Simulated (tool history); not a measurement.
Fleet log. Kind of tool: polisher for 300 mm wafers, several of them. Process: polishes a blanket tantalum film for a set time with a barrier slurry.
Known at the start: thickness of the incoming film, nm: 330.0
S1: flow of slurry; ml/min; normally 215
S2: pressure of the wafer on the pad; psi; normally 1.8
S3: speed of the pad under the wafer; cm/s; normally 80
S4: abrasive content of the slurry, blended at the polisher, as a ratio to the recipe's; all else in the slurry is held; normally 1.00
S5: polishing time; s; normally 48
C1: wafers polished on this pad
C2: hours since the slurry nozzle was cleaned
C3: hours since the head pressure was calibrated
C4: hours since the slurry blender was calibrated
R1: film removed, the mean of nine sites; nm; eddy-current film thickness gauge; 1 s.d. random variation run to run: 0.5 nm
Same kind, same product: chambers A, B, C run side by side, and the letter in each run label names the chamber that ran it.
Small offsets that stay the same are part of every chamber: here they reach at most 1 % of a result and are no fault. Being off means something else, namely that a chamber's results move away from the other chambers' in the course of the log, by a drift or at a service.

{"run": "1A", "hour": 5.6, "S1": 215, "S2": 1.8, "S3": 80, "S4": 1.0, "S5": 48, "C1": 1056, "C2": 337.4, "C3": 233.9, "C4": 136.5, "R1": 53.4}
{"run": "2C", "hour": 15.2, "S1": 215, "S2": 1.8, "S3": 80, "S4": 1.0, "S5": 48, "C1": 832, "C2": 292.6, "C3": 63.4, "C4": 131.8, "R1": 52.596}
{"hour": 21.6, "done": "chamber A: worn pad replaced by a new one"}
{"hour": 24.4, "done": "chamber C: worn pad replaced by a new one"}
{"run": "3B", "hour": 24.7, "S1": 215, "S2": 1.8, "S3": 80, "S4": 1.0, "S5": 48, "C1": 483, "C2": 621.1, "C3": 265.4, "C4": 59.1, "R1": 53.304}
{"run": "4B", "hour": 32.9, "S1": 215, "S2": 1.8, "S3": 80, "S4": 1.0, "S5": 48, "C1": 541, "C2": 629.3, "C3": 273.6, "C4": 67.3, "R1": 54.059}
{"run": "5C", "hour": 44.0, "S1": 215, "S2": 1.8, "S3": 80, "S4": 1.0, "S5": 48, "C1": 137, "C2": 321.4, "C3": 92.2, "C4": 160.6, "R1": 53.795}
{"run": "6A", "hour": 53.3, "S1": 215, "S2": 1.8, "S3": 80, "S4": 1.0, "S5": 48, "C1": 223, "C2": 385.1, "C3": 281.6, "C4": 184.2, "R1": 52.95}
{"run": "7C", "hour": 62.8, "S1": 215, "S2": 1.8, "S3": 80, "S4": 1.0, "S5": 48, "C1": 270, "C2": 340.2, "C3": 111.0, "C4": 179.4, "R1": 53.523}
{"run": "8B", "hour": 70.2, "S1": 215, "S2": 1.8, "S3": 56, "S4": 0.85, "S5": 48, "C1": 803, "C2": 666.6, "C3": 310.9, "C4": 104.6, "R1": 35.673}
{"run": "9A", "hour": 81.8, "S1": 215, "S2": 1.8, "S3": 56, "S4": 0.85, "S5": 48, "C1": 423, "C2": 413.6, "C3": 310.1, "C4": 212.7, "R1": 34.885}
{"hour": 83.4, "done": "chamber B: worn pad replaced by a new one"}
{"hour": 83.4, "done": "chamber B: head pressure recalibrated"}
{"run": "10C", "hour": 87.1, "S1": 215, "S2": 1.8, "S3": 56, "S4": 0.85, "S5": 48, "C1": 441, "C2": 364.5, "C3": 135.3, "C4": 203.7, "R1": 35.647}
{"run": "11A", "hour": 95.9, "S1": 215, "S2": 1.8, "S3": 80, "S4": 1.0, "S5": 48, "C1": 522, "C2": 427.7, "C3": 324.2, "C4": 226.8, "R1": 52.781}
{"run": "12B", "hour": 104.6, "S1": 215, "S2": 1.8, "S3": 68, "S4": 1.0, "S5": 48, "C1": 149, "C2": 701.0, "C3": 21.3, "C4": 139.0, "R1": 45.673}
{"hour": 104.8, "done": "chamber A: slurry nozzle cleaned"}
{"hour": 108.1, "done": "chamber A: slurry blender recalibrated"}
{"run": "13A", "hour": 114.2, "S1": 215, "S2": 1.8, "S3": 68, "S4": 1.0, "S5": 48, "C1": 651, "C2": 9.5, "C3": 342.5, "C4": 6.2, "R1": 44.094}
{"run": "14B", "hour": 121.5, "S1": 215, "S2": 1.8, "S3": 68, "S4": 1.0, "S5": 48, "C1": 268, "C2": 717.9, "C3": 38.2, "C4": 155.9, "R1": 45.55}
{"run": "15C", "hour": 128.2, "S1": 215, "S2": 1.8, "S3": 80, "S4": 1.0, "S5": 48, "C1": 730, "C2": 405.6, "C3": 176.4, "C4": 244.8, "R1": 53.237}
{"hour": 129.0, "done": "chamber C: slurry blender recalibrated"}
{"run": "16B", "hour": 135.1, "S1": 215, "S2": 1.8, "S3": 80, "S4": 1.0, "S5": 48, "C1": 364, "C2": 731.5, "C3": 51.8, "C4": 169.5, "R1": 54.86}
{"run": "17A", "hour": 143.9, "S1": 215, "S2": 2.0, "S3": 54, "S4": 1.0, "S5": 48, "C1": 860, "C2": 39.2, "C3": 372.2, "C4": 35.9, "R1": 38.553}
{"run": "18C", "hour": 149.6, "S1": 215, "S2": 2.0, "S3": 54, "S4": 1.0, "S5": 48, "C1": 880, "C2": 427.0, "C3": 197.8, "C4": 20.7, "R1": 39.911}
{"run": "19A", "hour": 155.3, "S1": 215, "S2": 2.0, "S3": 54, "S4": 1.0, "S5": 48, "C1": 940, "C2": 50.6, "C3": 383.6, "C4": 47.3, "R1": 38.362}
{"hour": 165.4, "done": "chamber A: worn pad replaced by a new one"}
{"run": "20B", "hour": 166.7, "S1": 215, "S2": 1.8, "S3": 80, "S4": 1.0, "S5": 48, "C1": 586, "C2": 763.1, "C3": 83.4, "C4": 201.1, "R1": 54.468}
{"run": "21C", "hour": 173.4, "S1": 215, "S2": 1.8, "S3": 80, "S4": 1.0, "S5": 48, "C1": 1047, "C2": 450.8, "C3": 221.6, "C4": 44.5, "R1": 53.378}
{"hour": 180.4, "done": "chamber C: worn pad replaced by a new one"}
{"run": "22C", "hour": 184.8, "S1": 215, "S2": 1.8, "S3": 80, "S4": 1.0, "S5": 48, "C1": 30, "C2": 462.2, "C3": 233.0, "C4": 55.9, "R1": 53.433}
{"run": "23A", "hour": 193.1, "S1": 215, "S2": 1.8, "S3": 80, "S4": 1.0, "S5": 48, "C1": 195, "C2": 88.4, "C3": 421.4, "C4": 85.1, "R1": 51.253}
{"run": "24B", "hour": 200.9, "S1": 215, "S2": 1.8, "S3": 80, "S4": 1.0, "S5": 48, "C1": 826, "C2": 797.3, "C3": 117.6, "C4": 235.3, "R1": 54.271}
{"run": "25C", "hour": 213.0, "S1": 215, "S2": 1.8, "S3": 80, "S4": 1.0, "S5": 48, "C1": 229, "C2": 490.4, "C3": 261.2, "C4": 84.1, "R1": 53.716}
{"run": "26B", "hour": 223.6, "S1": 215, "S2": 1.8, "S3": 80, "S4": 1.0, "S5": 48, "C1": 986, "C2": 820.0, "C3": 140.3, "C4": 258.0, "R1": 53.938}
{"hour": 230.4, "done": "chamber B: worn pad replaced by a new one"}
{"run": "27A", "hour": 233.6, "S1": 215, "S2": 1.8, "S3": 80, "S4": 1.0, "S5": 48, "C1": 480, "C2": 128.9, "C3": 461.9, "C4": 125.6, "R1": 50.893}
{"hour": 235.5, "done": "chamber B: slurry nozzle cleaned"}
{"run": "28A", "hour": 244.7, "S1": 215, "S2": 1.8, "S3": 80, "S4": 0.85, "S5": 48, "C1": 558, "C2": 140.0, "C3": 473.0, "C4": 136.7, "R1": 48.429}
{"run": "29C", "hour": 256.4, "S1": 215, "S2": 1.8, "S3": 80, "S4": 0.85, "S5": 48, "C1": 534, "C2": 533.8, "C3": 304.6, "C4": 127.5, "R1": 50.643}
{"run": "30B", "hour": 265.9, "S1": 215, "S2": 1.8, "S3": 80, "S4": 0.85, "S5": 48, "C1": 250, "C2": 30.4, "C3": 182.6, "C4": 300.3, "R1": 50.402}
{"run": "31B", "hour": 272.3, "S1": 190, "S2": 1.8, "S3": 80, "S4": 1.0, "S5": 63, "C1": 295, "C2": 36.8, "C3": 189.0, "C4": 306.7, "R1": 69.174}
{"hour": 277.9, "done": "chamber B: slurry blender recalibrated"}
{"run": "32C", "hour": 283.3, "S1": 190, "S2": 1.8, "S3": 80, "S4": 1.0, "S5": 63, "C1": 723, "C2": 560.7, "C3": 331.5, "C4": 154.4, "R1": 69.159}
{"run": "33A", "hour": 293.7, "S1": 190, "S2": 1.8, "S3": 80, "S4": 1.0, "S5": 63, "C1": 902, "C2": 189.0, "C3": 522.0, "C4": 185.7, "R1": 63.407}
{"run": "34A", "hour": 302.6, "S1": 215, "S2": 2.2, "S3": 80, "S4": 1.0, "S5": 48, "C1": 965, "C2": 197.9, "C3": 530.9, "C4": 194.6, "R1": 60.33}
{"run": "35C", "hour": 314.0, "S1": 215, "S2": 2.2, "S3": 80, "S4": 1.0, "S5": 48, "C1": 939, "C2": 591.4, "C3": 362.2, "C4": 185.1, "R1": 64.421}
{"hour": 325.0, "done": "chamber A: slurry blender recalibrated"}
{"run": "36B", "hour": 325.7, "S1": 215, "S2": 2.2, "S3": 80, "S4": 1.0, "S5": 48, "C1": 670, "C2": 90.2, "C3": 242.4, "C4": 47.8, "R1": 66.083}
{"hour": 326.5, "done": "chamber A: worn pad replaced by a new one"}
{"hour": 335.9, "done": "chamber C: worn pad replaced by a new one"}
{"run": "37A", "hour": 336.5, "S1": 215, "S2": 1.8, "S3": 80, "S4": 1.0, "S5": 48, "C1": 70, "C2": 231.8, "C3": 564.8, "C4": 11.5, "R1": 49.457}
{"run": "38C", "hour": 344.6, "S1": 215, "S2": 1.8, "S3": 80, "S4": 1.0, "S5": 48, "C1": 61, "C2": 622.0, "C3": 392.8, "C4": 215.7, "R1": 53.021}
{"run": "39B", "hour": 351.7, "S1": 215, "S2": 1.8, "S3": 80, "S4": 1.0, "S5": 48, "C1": 853, "C2": 116.2, "C3": 268.4, "C4": 73.8, "R1": 54.222}
{"run": "40B", "hour": 362.1, "S1": 215, "S2": 1.8, "S3": 80, "S4": 1.0, "S5": 48, "C1": 926, "C2": 126.6, "C3": 278.8, "C4": 84.2, "R1": 54.328}
{"run": "41A", "hour": 370.2, "S1": 215, "S2": 1.8, "S3": 80, "S4": 1.0, "S5": 48, "C1": 307, "C2": 265.5, "C3": 598.5, "C4": 45.2, "R1": 49.015}
{"hour": 379.4, "done": "chamber C: slurry blender recalibrated"}
{"run": "42C", "hour": 381.6, "S1": 215, "S2": 1.8, "S3": 80, "S4": 1.0, "S5": 48, "C1": 321, "C2": 659.0, "C3": 429.8, "C4": 2.2, "R1": 53.263}

Does one chamber stand apart from the rest, does the shared gauge drift, or is all well apart from small per-chamber offsets? Give the chamber and the most likely cause, where there is one.

Chamber A drifts away from the others.
Cause: head's pressure below its setpoint, % = 8.65.

Which of the 4 candidates below, each the usual settings with something changed and its results left as question marks, puts chamber A back in line with what the other chambers give on the usual settings?
Allowed miss from the other chambers' usual-settings mean, per result, to count as in line: R1 1.700 nm
{"run": "43A-1", "hour": 390.5, "S1": 215, "S2": 1.8, "S3": 80, "S4": 1.0, "S5": 41, "R1": "?"}
{"run": "43A-2", "hour": 390.5, "S1": 215, "S2": 1.8, "S3": 72, "S4": 1.0, "S5": 48, "R1": "?"}
{"run": "43A-3", "hour": 390.5, "S1": 215, "S2": 1.9, "S3": 84, "S4": 1.0, "S5": 50, "R1": "?"}
{"run": "43A-4", "hour": 390.5, "S1": 215, "S2": 1.8, "S3": 88, "S4": 1.0, "S5": 48, "R1": "?"}

The other chambers' mean on the usual settings: R1 53.614 nm
run=43A-1 R1=41.612
run=43A-2 R1=43.849
run=43A-3 R1=56.264
run=43A-4 R1=53.583
With 43A-4, the chamber falls back in line with the rest.
